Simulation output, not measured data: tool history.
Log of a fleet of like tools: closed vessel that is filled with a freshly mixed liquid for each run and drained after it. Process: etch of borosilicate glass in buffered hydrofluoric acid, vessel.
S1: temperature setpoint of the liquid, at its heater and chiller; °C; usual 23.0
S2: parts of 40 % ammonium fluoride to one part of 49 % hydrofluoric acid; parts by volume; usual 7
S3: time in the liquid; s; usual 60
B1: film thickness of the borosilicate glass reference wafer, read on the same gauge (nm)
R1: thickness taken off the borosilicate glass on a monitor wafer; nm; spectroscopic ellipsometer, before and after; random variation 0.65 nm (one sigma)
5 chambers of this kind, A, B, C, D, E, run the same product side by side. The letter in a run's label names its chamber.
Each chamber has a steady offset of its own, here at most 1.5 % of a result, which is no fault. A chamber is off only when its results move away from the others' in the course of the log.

run,hour,S1,S2,S3,B1,R1
1B,5.9,23.0,7,60,99.997,97.319
# hour 8.5: chamber B: hydrofluoric acid flow meter replaced
2C,16.1,23.0,7,60,100.020,100.570
3A,27.4,23.0,7,60,99.992,99.493
4E,34.1,23.0,7,60,99.973,99.043
5D,47.3,19.5,7,30,99.988,41.466
6A,54.0,19.5,7,30,99.996,40.974
7D,66.4,19.5,7,30,100.030,41.084
8C,74.0,19.5,7,30,99.996,41.039
9E,82.3,19.5,7,30,100.010,40.813
10B,89.5,23.0,7,60,99.994,99.053
11E,100.5,23.0,7,60,100.010,97.261
12B,108.2,26.0,7,60,100.010,115.120
13C,121.2,26.0,7,60,99.959,116.870
14A,129.0,26.0,7,60,99.995,116.720
# hour 133.4: chamber C: hydrofluoric acid flow meter replaced
15D,135.9,26.0,7,60,99.995,118.940
16E,148.5,26.0,7,60,99.976,115.750
17A,159.4,23.0,7,60,100.010,98.989
18B,170.1,23.0,7,60,99.985,95.608
19C,183.6,23.0,7,60,100.020,99.303
20D,192.5,23.0,7,60,100.000,100.240
21C,204.0,23.0,7,60,100.000,99.083
22B,213.2,20.5,7,30,100.010,41.426
23A,220.1,20.5,7,30,100.030,43.773
24D,233.5,20.5,7,30,99.982,42.986
25E,239.8,20.5,7,30,99.995,43.291
26B,246.7,20.5,7,30,100.010,40.485
27D,255.9,23.0,7,60,99.981,99.439
28E,266.7,23.0,7,60,99.997,99.746
29A,273.5,23.0,7,60,100.020,98.938
30C,285.8,23.0,7,60,100.010,99.653
31D,294.5,23.0,7,60,99.981,100.870
32A,307.4,23.0,7,60,100.020,99.503
33E,315.8,23.0,7,60,99.998,99.359
34B,327.9,23.0,7,60,100.000,90.644

Next, every chamber runs the same settings. What will each give?
35A,337.6,21.0,7,60,,?
35B,337.6,21.0,7,60,,?
35C,337.6,21.0,7,60,,?
35D,337.6,21.0,7,60,,?
35E,337.6,21.0,7,60,,?

run,R1
35A,89.419
35B,81.473
35C,89.946
35D,89.443
35E,89.073
